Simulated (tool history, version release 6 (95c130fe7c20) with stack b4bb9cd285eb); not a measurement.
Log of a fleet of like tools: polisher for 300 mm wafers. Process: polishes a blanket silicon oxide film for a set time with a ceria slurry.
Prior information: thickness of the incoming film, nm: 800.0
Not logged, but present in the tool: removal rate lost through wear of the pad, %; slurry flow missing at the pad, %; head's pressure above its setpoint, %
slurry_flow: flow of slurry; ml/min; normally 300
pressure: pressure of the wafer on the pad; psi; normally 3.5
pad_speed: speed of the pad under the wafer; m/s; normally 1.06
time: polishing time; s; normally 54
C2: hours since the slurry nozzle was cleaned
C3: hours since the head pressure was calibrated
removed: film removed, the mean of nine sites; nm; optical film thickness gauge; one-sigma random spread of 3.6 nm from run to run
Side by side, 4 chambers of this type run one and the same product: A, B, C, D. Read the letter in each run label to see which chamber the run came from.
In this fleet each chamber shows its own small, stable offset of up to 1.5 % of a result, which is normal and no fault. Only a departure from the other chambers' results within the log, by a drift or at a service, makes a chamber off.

run 1B hour=7 | slurry_flow=300 pressure=3.5 pad_speed=1.06 time=54 | wafers_polished_on_this_pad=911 C2=180.3 C3=816.2 | removed=284.91
-- hour=10.5 chamber B: worn pad replaced by a new one
run 2A hour=13.9 | slurry_flow=300 pressure=3.5 pad_speed=1.06 time=54 | wafers_polished_on_this_pad=1113 C2=124.1 C3=51.3 | removed=285.68
run 3D hour=21.1 | slurry_flow=300 pressure=3.5 pad_speed=1.06 time=54 | wafers_polished_on_this_pad=516 C2=148.7 C3=143.6 | removed=282.04
-- hour=25 chamber A: worn pad replaced by a new one
run 4C hour=29.4 | slurry_flow=300 pressure=3.5 pad_speed=1.06 time=54 | wafers_polished_on_this_pad=674 C2=101.8 C3=181.2 | removed=279.32
run 5D hour=34.5 | slurry_flow=300 pressure=3.5 pad_speed=1.06 time=54 | wafers_polished_on_this_pad=704 C2=162.1 C3=157 | removed=279.25
-- hour=39.9 chamber B: slurry nozzle cleaned
run 6B hour=43.3 | slurry_flow=300 pressure=3.5 pad_speed=1.06 time=54 | wafers_polished_on_this_pad=461 C2=3.5 C3=852.5 | removed=290.47
run 7A hour=49.6 | slurry_flow=300 pressure=3.5 pad_speed=1.06 time=54 | wafers_polished_on_this_pad=345 C2=159.8 C3=87 | removed=288.27
run 8C hour=54.7 | slurry_flow=300 pressure=2.5 pad_speed=1.06 time=54 | wafers_polished_on_this_pad=1029 C2=127.1 C3=206.5 | removed=199.69
-- hour=57 chamber D: worn pad replaced by a new one
-- hour=57.1 chamber C: worn pad replaced by a new one
run 9D hour=60.3 | slurry_flow=300 pressure=2.5 pad_speed=1.06 time=54 | wafers_polished_on_this_pad=47 C2=187.9 C3=182.8 | removed=198.69
run 10A hour=69.8 | slurry_flow=300 pressure=2.5 pad_speed=1.06 time=54 | wafers_polished_on_this_pad=628 C2=180 C3=107.2 | removed=202.57
-- hour=71.1 chamber B: worn pad replaced by a new one
run 11B hour=78.3 | slurry_flow=300 pressure=2.5 pad_speed=1.06 time=54 | wafers_polished_on_this_pad=101 C2=38.5 C3=887.5 | removed=209.85
run 12C hour=88.9 | slurry_flow=300 pressure=2.4 pad_speed=0.84 time=54 | wafers_polished_on_this_pad=446 C2=161.3 C3=240.7 | removed=150.83
run 13A hour=98.2 | slurry_flow=300 pressure=2.4 pad_speed=0.84 time=54 | wafers_polished_on_this_pad=1026 C2=208.4 C3=135.6 | removed=150.4
run 14C hour=107 | slurry_flow=300 pressure=2.4 pad_speed=0.84 time=54 | wafers_polished_on_this_pad=700 C2=179.4 C3=258.8 | removed=151.35
run 15D hour=115 | slurry_flow=300 pressure=2.4 pad_speed=0.84 time=54 | wafers_polished_on_this_pad=813 C2=242.6 C3=237.5 | removed=149.89
-- hour=116.5 chamber A: worn pad replaced by a new one
-- hour=118.2 chamber C: worn pad replaced by a new one
run 16B hour=124.3 | slurry_flow=300 pressure=3.5 pad_speed=1.06 time=54 | wafers_polished_on_this_pad=746 C2=84.5 C3=933.5 | removed=281.29
-- hour=128.8 chamber B: worn pad replaced by a new one
-- hour=129.1 chamber D: worn pad replaced by a new one
run 17C hour=131 | slurry_flow=300 pressure=3.5 pad_speed=1.06 time=54 | wafers_polished_on_this_pad=180 C2=203.4 C3=282.8 | removed=273.79
run 18D hour=137.3 | slurry_flow=300 pressure=3.5 pad_speed=1.26 time=65 | wafers_polished_on_this_pad=115 C2=264.9 C3=259.8 | removed=396.45
-- hour=139.9 chamber C: head pressure recalibrated
run 19B hour=142.5 | slurry_flow=300 pressure=3.5 pad_speed=1.26 time=65 | wafers_polished_on_this_pad=192 C2=102.7 C3=951.7 | removed=411.9
run 20A hour=148.3 | slurry_flow=300 pressure=3.5 pad_speed=1.26 time=65 | wafers_polished_on_this_pad=445 C2=258.5 C3=185.7 | removed=407.42
run 21C hour=153.6 | slurry_flow=300 pressure=3.5 pad_speed=1.26 time=65 | wafers_polished_on_this_pad=496 C2=226 C3=13.7 | removed=436.28
run 22A hour=159.9 | slurry_flow=300 pressure=3.5 pad_speed=1.06 time=54 | wafers_polished_on_this_pad=608 C2=270.1 C3=197.3 | removed=283.33
run 23D hour=164.8 | slurry_flow=300 pressure=3.5 pad_speed=1.06 time=54 | wafers_polished_on_this_pad=501 C2=292.4 C3=287.3 | removed=286.93
run 24B hour=173.5 | slurry_flow=300 pressure=3.5 pad_speed=1.06 time=54 | wafers_polished_on_this_pad=627 C2=133.7 C3=982.7 | removed=287.02
run 25D hour=180.9 | slurry_flow=300 pressure=3.5 pad_speed=1.06 time=54 | wafers_polished_on_this_pad=726 C2=308.5 C3=303.4 | removed=278.95
-- hour=188.6 chamber B: worn pad replaced by a new one
run 26C hour=189.2 | slurry_flow=300 pressure=3.5 pad_speed=1.06 time=54 | wafers_polished_on_this_pad=995 C2=261.6 C3=49.3 | removed=300.71
-- hour=192.4 chamber C: worn pad replaced by a new one
run 27B hour=195.3 | slurry_flow=300 pressure=3.5 pad_speed=1.06 time=54 | wafers_polished_on_this_pad=94 C2=155.5 C3=1004.5 | removed=287.35
run 28A hour=204.5 | slurry_flow=300 pressure=3.5 pad_speed=1.06 time=54 | wafers_polished_on_this_pad=1233 C2=314.7 C3=241.9 | removed=279.99
-- hour=209 chamber D: worn pad replaced by a new one
run 29C hour=214.4 | slurry_flow=300 pressure=3.5 pad_speed=1.06 time=54 | wafers_polished_on_this_pad=309 C2=286.8 C3=74.5 | removed=312.3
-- hour=216 chamber A: worn pad replaced by a new one
run 30B hour=222.1 | slurry_flow=300 pressure=3.5 pad_speed=1.06 time=54 | wafers_polished_on_this_pad=470 C2=182.3 C3=1031.3 | removed=284.76
run 31D hour=232 | slurry_flow=300 pressure=3.5 pad_speed=1.06 time=54 | wafers_polished_on_this_pad=322 C2=359.6 C3=354.5 | removed=278.77
run 32A hour=241.2 | slurry_flow=300 pressure=3.5 pad_speed=1.06 time=54 | wafers_polished_on_this_pad=353 C2=351.4 C3=278.6 | removed=279.11
-- hour=243 chamber B: worn pad replaced by a new one
run 33A hour=250.3 | slurry_flow=300 pressure=3.5 pad_speed=1.06 time=54 | wafers_polished_on_this_pad=480 C2=360.5 C3=287.7 | removed=281.16
run 34B hour=259.8 | slurry_flow=300 pressure=3.5 pad_speed=1.06 time=54 | wafers_polished_on_this_pad=235 C2=220 C3=1069 | removed=284.09
-- hour=262.9 chamber B: slurry nozzle cleaned
-- hour=265.1 chamber A: slurry nozzle cleaned
run 35D hour=267.8 | slurry_flow=300 pressure=3.5 pad_speed=1.06 time=54 | wafers_polished_on_this_pad=824 C2=395.4 C3=390.3 | removed=282.03
-- hour=271.9 chamber C: worn pad replaced by a new one
run 36C hour=273.3 | slurry_flow=300 pressure=3.5 pad_speed=1.06 time=54 | wafers_polished_on_this_pad=19 C2=345.7 C3=133.4 | removed=308.55
run 37D hour=278.4 | slurry_flow=300 pressure=3.5 pad_speed=1.06 time=54 | wafers_polished_on_this_pad=972 C2=406 C3=400.9 | removed=283.42
run 38C hour=284.7 | slurry_flow=300 pressure=3.5 pad_speed=1.06 time=38 | wafers_polished_on_this_pad=179 C2=357.1 C3=144.8 | removed=217.85
run 39B hour=293 | slurry_flow=300 pressure=3.5 pad_speed=1.06 time=38 | wafers_polished_on_this_pad=701 C2=30.2 C3=1102.2 | removed=203.69
-- hour=294.5 chamber A: head pressure recalibrated
run 40A hour=302.1 | slurry_flow=300 pressure=3.5 pad_speed=1.06 time=38 | wafers_polished_on_this_pad=1207 C2=37.1 C3=7.6 | removed=199.97
run 41C hour=312.6 | slurry_flow=300 pressure=3.5 pad_speed=1.06 time=38 | wafers_polished_on_this_pad=570 C2=385 C3=172.7 | removed=217.23

Has any chamber moved away from the others, gradually or after a service, or does the common gauge drift, or do the chambers differ only by their own small steady offsets? State the chamber and the most likely cause if one applies.

After it was serviced, chamber C no longer matches the other chambers.
Likeliest cause: head's pressure above its setpoint, % = 11.8.

Which of the 4 candidates below, each the usual settings with something changed and its results left as question marks, puts chamber C back in line with what the other chambers give on the usual settings?
To be in line, a result may differ from the other chambers' mean on the usual settings by at most: removed 13 nm
run 42C-1 hour=320.3 | slurry_flow=300 pressure=3.5 pad_speed=1.06 time=63 | removed=?
run 42C-2 hour=320.3 | slurry_flow=300 pressure=3.6 pad_speed=1.08 time=55 | removed=?
run 42C-3 hour=320.3 | slurry_flow=300 pressure=3.5 pad_speed=1.02 time=52 | removed=?
run 42C-4 hour=320.3 | slurry_flow=300 pressure=3.5 pad_speed=1.06 time=46 | removed=?

The other chambers' mean on the usual settings: removed 284.4 nm
run=42C-1 removed=360.22
run=42C-2 removed=329.38
run=42C-3 removed=286.22
run=42C-4 removed=263.02
42C-3 puts the chamber back in line with the other chambers.
